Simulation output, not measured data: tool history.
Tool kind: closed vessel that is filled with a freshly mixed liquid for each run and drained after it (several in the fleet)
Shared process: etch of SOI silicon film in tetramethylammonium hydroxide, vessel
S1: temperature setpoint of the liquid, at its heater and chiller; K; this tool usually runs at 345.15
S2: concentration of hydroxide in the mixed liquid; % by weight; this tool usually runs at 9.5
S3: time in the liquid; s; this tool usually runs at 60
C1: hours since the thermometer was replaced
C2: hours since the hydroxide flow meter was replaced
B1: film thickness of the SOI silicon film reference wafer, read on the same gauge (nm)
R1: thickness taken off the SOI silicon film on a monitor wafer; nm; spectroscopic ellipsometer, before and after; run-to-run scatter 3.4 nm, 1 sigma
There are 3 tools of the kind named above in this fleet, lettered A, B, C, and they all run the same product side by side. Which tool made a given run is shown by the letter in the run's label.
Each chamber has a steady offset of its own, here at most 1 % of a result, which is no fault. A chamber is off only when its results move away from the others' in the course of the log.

run	hour	S1	S2	S3	C1	C2	B1	R1
1C	6.8	345.15	9.5	60	245.2	517.9	149.96	479.17
2A	15.1	345.15	9.5	60	996.7	600.5	150.00	477.30
3B	22.5	345.15	9.5	60	1218.9	2743.7	150.02	478.84
4A	34.0	345.15	9.5	60	1015.6	619.4	150.03	471.62
5B	44.8	345.15	9.5	60	1241.2	2766.0	149.96	469.72
# hour 49.9: chamber B: hydroxide flow meter replaced
6C	56.8	340.15	12.0	60	295.2	567.9	150.04	327.70
7C	68.4	340.15	12.0	60	306.8	579.5	149.99	327.45
8B	75.5	340.15	12.0	60	1271.9	25.6	150.04	325.53
9A	82.9	345.15	7.0	35	1064.5	668.3	150.02	303.02
10A	94.5	345.15	7.0	35	1076.1	679.9	150.01	303.92
# hour 99.2: chamber A: hydroxide flow meter replaced
11C	106.9	345.15	7.0	35	345.3	618.0	150.05	306.35
# hour 109.0: chamber B: thermometer replaced
12B	119.7	345.15	9.5	60	10.7	69.8	149.97	474.04
13A	127.0	345.15	9.5	60	1108.6	27.9	150.02	477.32
14C	140.0	345.15	8.5	60	378.4	651.1	150.00	497.47
15B	149.1	345.15	8.5	60	40.1	99.2	150.05	495.06
16B	158.4	345.15	8.5	60	49.4	108.5	149.96	501.17
17C	170.2	345.15	9.5	60	408.6	681.3	150.05	477.65
18A	176.3	345.15	9.5	60	1157.9	77.2	150.02	472.21
19A	188.6	345.15	9.5	60	1170.2	89.5	149.99	477.75
20B	200.3	345.15	9.5	60	91.3	150.4	149.97	471.85
21C	210.5	345.15	9.5	60	448.9	721.6	149.98	472.96
22A	218.8	350.65	9.5	60	1200.4	119.7	150.01	650.68
23B	225.5	350.65	9.5	60	116.5	175.6	150.01	653.37
24C	237.2	350.65	9.5	60	475.6	748.3	149.92	658.90
25C	249.2	345.15	9.5	60	487.6	760.3	149.98	480.30
26B	258.2	345.15	9.5	60	149.2	208.3	150.01	481.25
27A	267.3	345.15	9.5	60	1248.9	168.2	150.00	474.91
28C	273.8	345.15	9.5	60	512.2	784.9	149.97	475.98

Is one chamber out of step, is the gauge drifting, or do the chambers differ by no more than their own small offsets? For an off chamber, give its letter and the likeliest cause.

Neither any chamber nor the gauge drifts; the chambers differ only by their own small, steady offsets.

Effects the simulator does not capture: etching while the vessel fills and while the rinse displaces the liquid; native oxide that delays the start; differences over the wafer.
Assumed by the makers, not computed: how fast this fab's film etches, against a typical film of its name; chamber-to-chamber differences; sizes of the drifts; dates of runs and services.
